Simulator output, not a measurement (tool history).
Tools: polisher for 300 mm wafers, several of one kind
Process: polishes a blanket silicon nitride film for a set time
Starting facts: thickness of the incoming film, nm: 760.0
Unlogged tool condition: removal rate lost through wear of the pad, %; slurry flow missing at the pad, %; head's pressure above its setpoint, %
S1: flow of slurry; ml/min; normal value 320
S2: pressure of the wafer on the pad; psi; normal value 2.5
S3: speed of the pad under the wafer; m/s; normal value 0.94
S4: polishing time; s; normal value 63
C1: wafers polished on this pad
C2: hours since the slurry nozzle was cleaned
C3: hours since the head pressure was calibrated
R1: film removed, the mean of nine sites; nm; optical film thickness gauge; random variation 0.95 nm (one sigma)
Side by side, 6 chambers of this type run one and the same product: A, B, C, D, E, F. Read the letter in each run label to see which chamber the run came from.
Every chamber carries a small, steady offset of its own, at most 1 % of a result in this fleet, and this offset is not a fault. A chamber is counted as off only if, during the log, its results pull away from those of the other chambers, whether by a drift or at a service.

| run | hour | S1 | S2 | S3 | S4 | C1 | C2 | C3 | R1 |
|---|---|---|---|---|---|---|---|---|---|
|  | 4.0 | chamber E: slurry nozzle cleaned |
| 1C | 4.8 | 320 | 2.5 | 0.94 | 63 | 283 | 227.4 | 745.3 | 89.798 |
| 2E | 7.9 | 320 | 2.5 | 0.94 | 63 | 876 | 3.9 | 1057.6 | 86.056 |
| 3B | 13.4 | 320 | 2.5 | 0.94 | 63 | 556 | 170.2 | 606.5 | 87.858 |
| 4F | 19.4 | 320 | 2.5 | 0.94 | 63 | 276 | 312.2 | 355.2 | 89.070 |
| 5A | 25.6 | 320 | 2.5 | 0.94 | 63 | 1126 | 218.9 | 1352.9 | 89.385 |
|  | 27.4 | chamber A: slurry nozzle cleaned |
| 6D | 29.8 | 320 | 2.5 | 0.94 | 63 | 286 | 153.4 | 485.6 | 88.829 |
| 7A | 34.7 | 320 | 2.5 | 0.94 | 63 | 1186 | 7.4 | 1362.0 | 88.589 |
| 8F | 38.3 | 320 | 2.5 | 0.94 | 63 | 399 | 331.1 | 374.1 | 89.501 |
| 9C | 41.6 | 320 | 2.5 | 0.94 | 63 | 523 | 264.2 | 782.1 | 87.772 |
| 10B | 46.5 | 320 | 2.5 | 0.94 | 63 | 772 | 203.3 | 639.6 | 89.505 |
| 11E | 50.3 | 320 | 2.5 | 0.94 | 63 | 1153 | 46.3 | 1100.0 | 88.234 |
| 12D | 54.4 | 320 | 2.5 | 0.94 | 63 | 447 | 178.0 | 510.2 | 89.040 |
| 13C | 57.4 | 365 | 2.5 | 0.94 | 63 | 626 | 280.0 | 797.9 | 86.975 |
| 14B | 60.9 | 365 | 2.5 | 0.94 | 63 | 866 | 217.7 | 654.0 | 89.752 |
|  | 65.9 | chamber A: worn pad replaced by a new one |
| 15D | 67.0 | 365 | 2.5 | 0.94 | 63 | 529 | 190.6 | 522.8 | 89.524 |
| 16A | 72.9 | 365 | 2.5 | 0.94 | 63 | 46 | 45.6 | 1400.2 | 89.635 |
|  | 75.5 | chamber E: worn pad replaced by a new one |
| 17E | 78.2 | 365 | 2.5 | 0.94 | 63 | 17 | 74.2 | 1127.9 | 89.193 |
|  | 80.7 | chamber C: slurry nozzle cleaned |
| 18F | 84.7 | 365 | 2.5 | 0.94 | 63 | 702 | 377.5 | 420.5 | 89.734 |
| 19C | 91.0 | 320 | 2.5 | 0.94 | 63 | 846 | 10.4 | 831.5 | 87.837 |
|  | 95.1 | chamber B: worn pad replaced by a new one |
| 20F | 95.2 | 320 | 2.5 | 0.94 | 63 | 771 | 388.0 | 431.0 | 89.106 |
| 21E | 101.5 | 370 | 2.5 | 0.94 | 63 | 169 | 97.5 | 1151.2 | 88.461 |
| 22A | 107.1 | 370 | 2.5 | 0.94 | 63 | 269 | 79.8 | 1434.4 | 91.815 |
| 23B | 110.0 | 370 | 2.5 | 0.94 | 63 | 97 | 266.8 | 703.1 | 89.060 |
| 24D | 115.5 | 370 | 2.5 | 0.94 | 63 | 846 | 239.1 | 571.3 | 88.619 |
| 25E | 121.4 | 370 | 2.5 | 0.94 | 63 | 299 | 117.4 | 1171.1 | 90.791 |
| 26D | 126.6 | 370 | 2.5 | 0.94 | 63 | 918 | 250.2 | 582.4 | 89.550 |
| 27A | 132.9 | 320 | 2.5 | 0.94 | 63 | 437 | 105.6 | 1460.2 | 89.188 |
| 28F | 137.9 | 320 | 2.5 | 0.94 | 63 | 1050 | 430.7 | 473.7 | 89.965 |
|  | 139.4 | chamber F: slurry nozzle cleaned |
| 29C | 142.5 | 320 | 2.5 | 0.94 | 63 | 1182 | 61.9 | 883.0 | 83.214 |
| 30B | 145.6 | 320 | 2.5 | 0.94 | 63 | 330 | 302.4 | 738.7 | 89.211 |
| 31E | 150.1 | 320 | 3.2 | 1.06 | 63 | 487 | 146.1 | 1199.8 | 124.150 |
|  | 151.5 | chamber F: worn pad replaced by a new one |
| 32D | 155.4 | 320 | 3.2 | 1.06 | 63 | 1106 | 279.0 | 611.2 | 124.240 |
| 33B | 161.9 | 320 | 3.2 | 1.06 | 63 | 436 | 318.7 | 755.0 | 127.150 |
| 34C | 167.3 | 320 | 3.2 | 1.06 | 63 | 1344 | 86.7 | 907.8 | 113.560 |
|  | 171.4 | chamber F: head pressure recalibrated |
| 35F | 173.5 | 320 | 3.2 | 1.06 | 63 | 144 | 34.2 | 2.1 | 124.970 |
| 36A | 177.8 | 320 | 3.2 | 1.06 | 63 | 731 | 150.5 | 1505.1 | 125.410 |
|  | 183.3 | chamber D: slurry nozzle cleaned |
| 37B | 184.0 | 320 | 2.5 | 0.94 | 63 | 581 | 340.8 | 777.1 | 88.808 |
|  | 184.3 | chamber D: worn pad replaced by a new one |
| 38D | 187.4 | 320 | 2.5 | 0.94 | 63 | 20 | 4.1 | 643.2 | 90.089 |
| 39A | 191.7 | 320 | 2.5 | 0.68 | 76 | 821 | 164.4 | 1519.0 | 83.293 |
| 40C | 195.1 | 320 | 2.5 | 0.68 | 76 | 1526 | 114.5 | 935.6 | 73.664 |

Each of the 6 chambers runs these same settings next. Fill in every chamber's results:
| 41A | 199.8 | 320 | 2.9 | 0.94 | 63 |  |  |  | ? |
| 41B | 199.8 | 320 | 2.9 | 0.94 | 63 |  |  |  | ? |
| 41C | 199.8 | 320 | 2.9 | 0.94 | 63 |  |  |  | ? |
| 41D | 199.8 | 320 | 2.9 | 0.94 | 63 |  |  |  | ? |
| 41E | 199.8 | 320 | 2.9 | 0.94 | 63 |  |  |  | ? |
| 41F | 199.8 | 320 | 2.9 | 0.94 | 63 |  |  |  | ? |

| run | R1 |
|---|---|
| 41A | 102.780 |
| 41B | 103.210 |
| 41C | 91.506 |
| 41D | 103.760 |
| 41E | 99.664 |
| 41F | 102.810 |

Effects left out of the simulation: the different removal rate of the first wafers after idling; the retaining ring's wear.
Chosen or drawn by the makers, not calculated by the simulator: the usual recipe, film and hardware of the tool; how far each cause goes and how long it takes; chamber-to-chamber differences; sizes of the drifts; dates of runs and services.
